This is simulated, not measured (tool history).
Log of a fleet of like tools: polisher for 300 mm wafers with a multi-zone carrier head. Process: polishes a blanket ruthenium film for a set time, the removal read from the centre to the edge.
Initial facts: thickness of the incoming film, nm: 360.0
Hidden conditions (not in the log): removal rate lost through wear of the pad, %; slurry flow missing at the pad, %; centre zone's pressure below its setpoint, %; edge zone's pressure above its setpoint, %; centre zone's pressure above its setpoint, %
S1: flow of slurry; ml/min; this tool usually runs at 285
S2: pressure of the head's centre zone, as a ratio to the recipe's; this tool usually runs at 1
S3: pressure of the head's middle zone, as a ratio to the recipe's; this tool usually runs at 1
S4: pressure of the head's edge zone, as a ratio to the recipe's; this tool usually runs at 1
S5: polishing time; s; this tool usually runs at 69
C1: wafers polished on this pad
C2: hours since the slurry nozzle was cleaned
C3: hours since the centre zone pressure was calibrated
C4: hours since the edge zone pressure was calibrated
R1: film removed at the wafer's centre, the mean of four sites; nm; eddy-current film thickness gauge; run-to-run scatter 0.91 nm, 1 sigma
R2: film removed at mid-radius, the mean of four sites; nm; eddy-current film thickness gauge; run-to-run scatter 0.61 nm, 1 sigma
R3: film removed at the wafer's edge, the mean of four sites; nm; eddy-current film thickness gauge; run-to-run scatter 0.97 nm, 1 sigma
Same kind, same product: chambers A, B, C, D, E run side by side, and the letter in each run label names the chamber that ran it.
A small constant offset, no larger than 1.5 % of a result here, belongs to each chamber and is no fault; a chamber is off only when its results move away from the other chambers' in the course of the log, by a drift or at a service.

run	hour	S1	S2	S3	S4	S5	C1	C2	C3	C4	R1	R2	R3
# hour 9.2: chamber A: worn pad replaced by a new one
1A	10.9	285	1	1	1	69	16	551.9	1210.7	695.5	92.065	91.079	93.023
# hour 17.8: chamber E: worn pad replaced by a new one
2E	22.5	285	1	1	1	69	45	348.2	1085.5	530	94.63	93.542	92.324
3D	33.8	285	1	1	1	69	1194	484.4	605.9	81.9	91.264	91.709	91.849
# hour 35.7: chamber D: centre zone pressure recalibrated
# hour 38.9: chamber D: worn pad replaced by a new one
4C	39.5	285	1	1	1	69	1376	49.2	175.8	184.6	92.115	92.273	92.019
5B	46.5	285	1	1	1	69	1337	293	333	297.8	93.844	92.363	91.726
# hour 52.1: chamber C: worn pad replaced by a new one
6A	53.5	360	1	1	1	52	423	594.5	1253.3	738.1	69.646	70.72	70.803
# hour 63.3: chamber E: centre zone pressure recalibrated
7B	65.3	360	1	1	1	52	1516	311.8	351.8	316.6	70.938	71.278	70.254
8C	77.5	360	1	1	1	52	242	87.2	213.8	222.6	71.654	70.453	70.478
9D	87.9	360	1	1	1	52	468	538.5	52.2	136	70.76	70.77	70.774
# hour 94.3: chamber A: slurry nozzle cleaned
10E	95.7	360	1	1	1	52	744	421.4	32.4	603.2	71.987	71.212	71.6
11C	104.3	285	1	1	1	69	498	114	240.6	249.4	93.281	91.555	92.262
12B	114.9	285	1	1	1	69	1990	361.4	401.4	366.2	91.042	92.166	90.826
# hour 115.1: chamber B: edge zone pressure recalibrated
13E	126.5	285	1	1	1	69	1038	452.2	63.2	634	93.35	92.023	94.08
14D	133.5	255	1.06	1	1	69	904	584.1	97.8	181.6	94.996	91.207	89.378
# hour 139.7: chamber A: worn pad replaced by a new one
15A	145.7	255	1.06	1	1	69	58	51.4	1345.5	830.3	95.215	89.68	92.503
# hour 150.4: chamber D: worn pad replaced by a new one
16C	151.7	255	1.06	1	1	69	951	161.4	288	296.8	98.239	91.129	90.077
# hour 163.6: chamber E: worn pad replaced by a new one
17A	163.7	255	1.06	1	1	69	229	69.4	1363.5	848.3	98.583	90.774	91.082
18B	175.6	255	1.06	1	1	69	2570	422.1	462.1	60.5	94.711	89.855	89.915
# hour 184: chamber A: centre zone pressure recalibrated
19E	184.6	285	1	1	1	69	200	510.3	121.3	692.1	93.093	91.832	93.812
20D	191.9	285	1	1	1	69	397	642.5	156.2	240	90.761	91.787	90.63
21E	198.5	285	1	1	1	69	333	524.2	135.2	706	92.773	92.793	93.376
22C	211	285	1	1	1	69	1517	220.7	347.3	356.1	91.377	92.208	91.197
# hour 215.5: chamber C: worn pad replaced by a new one
23B	217.2	285	1	1	1	69	2967	463.7	503.7	102.1	89.39	91.239	90.076
24D	226.7	285	1	1	1	69	729	677.3	191	274.8	89.482	92.364	90.868
25A	237.7	285	1	1	1	69	936	143.4	53.8	922.3	91.698	91.228	91.7
26E	243.8	285	1	1	1	69	766	569.5	180.5	751.3	92.175	92.597	92.288
# hour 246.5: chamber A: edge zone pressure recalibrated
27D	254.1	285	1	1	1	69	990	704.7	218.4	302.2	90.453	92.094	90.682
# hour 261.4: chamber C: edge zone pressure recalibrated
28B	266.7	285	1	1	1	69	3440	513.2	553.2	151.6	89.252	89.669	87.21
29C	276.3	285	1	1	1	69	581	286	412.6	14.9	91.38	91.874	89.857
# hour 279.9: chamber A: worn pad replaced by a new one
# hour 281.6: chamber B: centre zone pressure recalibrated
30A	282.2	285	1	1	1	69	22	187.9	98.3	35.7	91.932	91.015	90.439
# hour 286.2: chamber E: slurry nozzle cleaned
31C	288.2	285	1	1	1	69	695	297.9	424.5	26.8	90.442	91.11	93.247
# hour 290: chamber D: worn pad replaced by a new one
32A	295.4	285	0.93	0.95	1	69	148	201.1	111.5	48.9	84.013	87.396	91.37
33D	305.3	285	0.93	0.95	1	69	146	755.9	269.6	353.4	84.489	88.491	91.582
# hour 305.8: chamber D: slurry nozzle cleaned
# hour 306.7: chamber D: edge zone pressure recalibrated
# hour 307.4: chamber E: edge zone pressure recalibrated
34E	313.4	285	0.93	0.95	1	69	1430	27.2	250.1	6.1	85.287	88.479	93.106
35B	321.3	285	0.93	0.95	1	69	3961	567.8	39.7	206.2	81.399	85.076	87.102
36E	333.7	285	0.93	0.95	1	69	1624	47.5	270.4	26.4	85.292	87.941	93.297
37D	345.7	285	1	1	1	69	532	39.9	310	39.1	91.48	92.327	92.001
38B	353.1	285	1	1	1	69	4265	599.6	71.5	238	88.306	89.257	86.78
# hour 353.6: chamber C: worn pad replaced by a new one
39A	364.5	285	1	1	1	69	808	270.2	180.6	118	91.757	92.313	92.436
40C	376.7	285	1	1	1	69	221	386.4	513	115.3	91.988	92.482	92.422
# hour 383.2: chamber C: slurry nozzle cleaned
41C	384.2	285	1	1	1	69	293	1	520.5	122.8	92.086	90.945	91.08
42D	393.1	285	1	1	1	69	984	87.3	357.4	86.5	89.922	92.257	90.514

What goes on in this fleet: one chamber off, a drifting gauge, or nothing beyond the chambers' own small offsets? Name the chamber and the cause, if any.

It is chamber B that slowly wanders off from its peers.
What lies behind it: removal rate lost through wear of the pad, % = 5.6.
With only this log, it may be confused with: slurry flow missing at the pad, %.

Below are 4 candidate recipes for chamber B's next run, each the usual settings with a change, their results shown as question marks. Which of them brings B's results back in line with what the other chambers give on the usual settings?
In line means no further than this from the other chambers' mean on the usual settings: R1 3.2 nm; R2 2.1 nm; R3 3.4 nm
43B-1	402.1	285	0.99	0.99	1.02	76					?	?	?
43B-2	402.1	285	1.01	1.01	0.98	62					?	?	?
43B-3	402.1	285	1	0.99	1.01	73					?	?	?
43B-4	402.1	285	1	1.01	0.99	65					?	?	?

Usual-settings mean across the other chambers: R1 91.722 nm; R2 91.793 nm; R3 91.73 nm
run	R1	R2	R3
43B-1	94.967	95.322	95.631
43B-2	79.198	79.212	76.395
43B-3	92.227	91.555	91.387
43B-4	82.132	83.048	80.511
43B-3 brings the chamber back in line.

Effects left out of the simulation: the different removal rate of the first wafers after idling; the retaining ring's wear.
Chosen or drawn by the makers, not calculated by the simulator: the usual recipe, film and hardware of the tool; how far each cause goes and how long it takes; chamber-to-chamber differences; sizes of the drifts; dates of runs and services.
